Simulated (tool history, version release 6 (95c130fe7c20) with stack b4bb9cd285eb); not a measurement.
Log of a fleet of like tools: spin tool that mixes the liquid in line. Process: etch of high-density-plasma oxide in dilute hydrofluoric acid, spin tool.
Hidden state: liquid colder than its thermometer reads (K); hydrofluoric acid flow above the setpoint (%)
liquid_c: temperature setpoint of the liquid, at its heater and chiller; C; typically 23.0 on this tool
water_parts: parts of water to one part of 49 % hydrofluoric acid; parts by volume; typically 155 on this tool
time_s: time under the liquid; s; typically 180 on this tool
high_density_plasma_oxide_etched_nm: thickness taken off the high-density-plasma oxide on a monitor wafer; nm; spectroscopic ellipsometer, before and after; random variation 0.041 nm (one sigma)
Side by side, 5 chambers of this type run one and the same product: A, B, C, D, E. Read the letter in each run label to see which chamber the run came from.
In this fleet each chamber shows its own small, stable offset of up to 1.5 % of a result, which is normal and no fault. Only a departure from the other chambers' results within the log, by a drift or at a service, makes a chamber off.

run   hour  liquid_c  water_parts  time_s  hours since the thermometer was replaced  hours since the hydrofluoric acid flow meter was replaced  read-back film thickness of the high-density-plasma oxide reference wafer, read on the same gauge (nm)  high_density_plasma_oxide_etched_nm
 1C    9.6      23.0          155     180                                     130.8                                                      204.7                                                                                                  70.025                               5.2779
 2E   19.1      23.0          155     180                                    1025.4                                                       69.0                                                                                                  70.027                               5.3192
 3D   26.0      23.0          155     180                                     619.7                                                      847.6                                                                                                  70.003                               5.3247
 4A   37.8      23.0          155     180                                    1018.4                                                      364.5                                                                                                  69.992                               5.3343
 5B   48.4      23.0          155     180                                    1246.1                                                      551.7                                                                                                  70.043                               5.2210
 6D   59.8      23.0          155     180                                     653.5                                                      881.4                                                                                                  69.995                               5.3861
 7E   67.3      23.0          155     180                                    1073.6                                                      117.2                                                                                                  69.949                               5.3862
 8A   80.4      23.0          155     180                                    1061.0                                                      407.1                                                                                                  69.976                               5.3837
 9C   88.0      23.0          155     180                                     209.2                                                      283.1                                                                                                  69.968                               5.2654
10B   98.8      19.5          155     280                                    1296.5                                                      602.1                                                                                                  69.992                               7.1393
11E  111.5      19.5          155     280                                    1117.8                                                      161.4                                                                                                  70.031                               7.3079
12C  118.8      19.5          155     280                                     240.0                                                      313.9                                                                                                  70.024                               7.0998
13B  126.8      19.5          155     280                                    1324.5                                                      630.1                                                                                                  69.999                               7.2827
14A  137.2      19.5          155     280                                    1117.8                                                      463.9                                                                                                  69.990                               7.2553
15D  146.7      23.0          155     180                                     740.4                                                      968.3                                                                                                  69.993                               5.3763
16A  156.9      23.0          155     180                                    1137.5                                                      483.6                                                                                                  70.004                               5.3913
17C  163.8      23.0          155     150                                     285.0                                                      358.9                                                                                                  69.981                               4.4148
18B  175.9      23.0          155     150                                    1373.6                                                      679.2                                                                                                  70.003                               4.4377
19D  184.6      23.0          155     150                                     778.3                                                     1006.2                                                                                                  70.024                               4.5155
20E  194.7      23.0          155     150                                    1201.0                                                      244.6                                                                                                  69.982                               4.4892
21A  203.0      23.0          155     150                                    1183.6                                                      529.7                                                                                                  69.973                               4.4569
22C  210.0      23.0          155     180                                     331.2                                                      405.1                                                                                                  70.006                               5.3602
23E  223.9      23.0          155     180                                    1230.2                                                      273.8                                                                                                  70.014                               5.3936
24D  237.6      23.0          155     180                                     831.3                                                     1059.2                                                                                                  69.985                               5.3031
25B  246.2      23.0          155     180                                    1443.9                                                      749.5                                                                                                  70.017                               5.5203
26B  256.5      23.0          155     180                                    1454.2                                                      759.8                                                                                                  70.021                               5.5637
27D  262.8      23.0          155     180                                     856.5                                                     1084.4                                                                                                  70.002                               5.3768
28E  270.5      23.0          155     180                                    1276.8                                                      320.4                                                                                                  70.019                               5.4010
29A  281.7      23.0          155     180                                    1262.3                                                      608.4                                                                                                  70.017                               5.3384
30C  291.3      23.0          155     180                                     412.5                                                      486.4                                                                                                  69.991                               5.2751
31D  303.0      23.0          155     180                                     896.7                                                     1124.6                                                                                                  70.013                               5.3655
32A  314.6      23.0          155     180                                    1295.2                                                      641.3                                                                                                  70.026                               5.4014
33B  326.9      23.0          110     245                                    1524.6                                                      830.2                                                                                                  69.963                              11.3250
34C  336.8      23.0          110     245                                     458.0                                                      531.9                                                                                                  70.024                              10.7400
35E  349.6      23.0          110     245                                    1355.9                                                      399.5                                                                                                  70.028                              10.9560
36E  357.8      23.0          110     245                                    1364.1                                                      407.7                                                                                                  70.018                              10.9260
37D  369.6      23.0          110     245                                     963.3                                                     1191.2                                                                                                  70.000                              10.8860
38B  380.3      23.0          155     180                                    1578.0                                                      883.6                                                                                                  70.019                               5.6943
     388.2  -- chamber D: hydrofluoric acid flow meter replaced
39C  389.0      23.0          155     180                                     510.2                                                      584.1                                                                                                  70.012                               5.2788
40A  399.2      23.0          155     180                                    1379.8                                                      725.9                                                                                                  70.016                               5.3220
41A  405.5      23.0          155     180                                    1386.1                                                      732.2                                                                                                  70.040                               5.3235
42C  411.8      23.0          185     265                                     533.0                                                      606.9                                                                                                  70.003                               6.2580
43D  418.8      23.0          185     265                                    1012.5                                                       30.6                                                                                                  70.026                               6.3833

Does one chamber stand apart from the rest, does the shared gauge drift, or is all well apart from small per-chamber offsets? Give the chamber and the most likely cause, where there is one.

It is chamber B that slowly wanders off from its peers.
Most likely cause: hydrofluoric acid flow above the setpoint (%) = 7.54.
With only this log, it may be confused with: liquid hotter than its thermometer reads (K).

Chamber B could run next with any of the 4 candidate recipes listed below; each alters the usual settings, and their results appear as question marks. Which one brings its results back in line with what the other chambers deliver on the usual settings?
In line here means within this much of the mean the other chambers give on the usual settings: high_density_plasma_oxide_etched_nm 0.1400 nm
44B-1  428.7      23.0          165     180                                                                                                                                                                                                                                                 ?
44B-2  428.7      23.5          155     205                                                                                                                                                                                                                                                 ?
44B-3  428.7      22.5          155     160                                                                                                                                                                                                                                                 ?
44B-4  428.7      25.0          155     180                                                                                                                                                                                                                                                 ?

Other chambers, usual settings, mean: high_density_plasma_oxide_etched_nm 5.3580 nm
  run  high_density_plasma_oxide_etched_nm
44B-1                               5.3588
44B-2                               6.6975
44B-3                               5.0323
44B-4                               6.2239
It is 44B-1 that realigns the chamber with its peers.

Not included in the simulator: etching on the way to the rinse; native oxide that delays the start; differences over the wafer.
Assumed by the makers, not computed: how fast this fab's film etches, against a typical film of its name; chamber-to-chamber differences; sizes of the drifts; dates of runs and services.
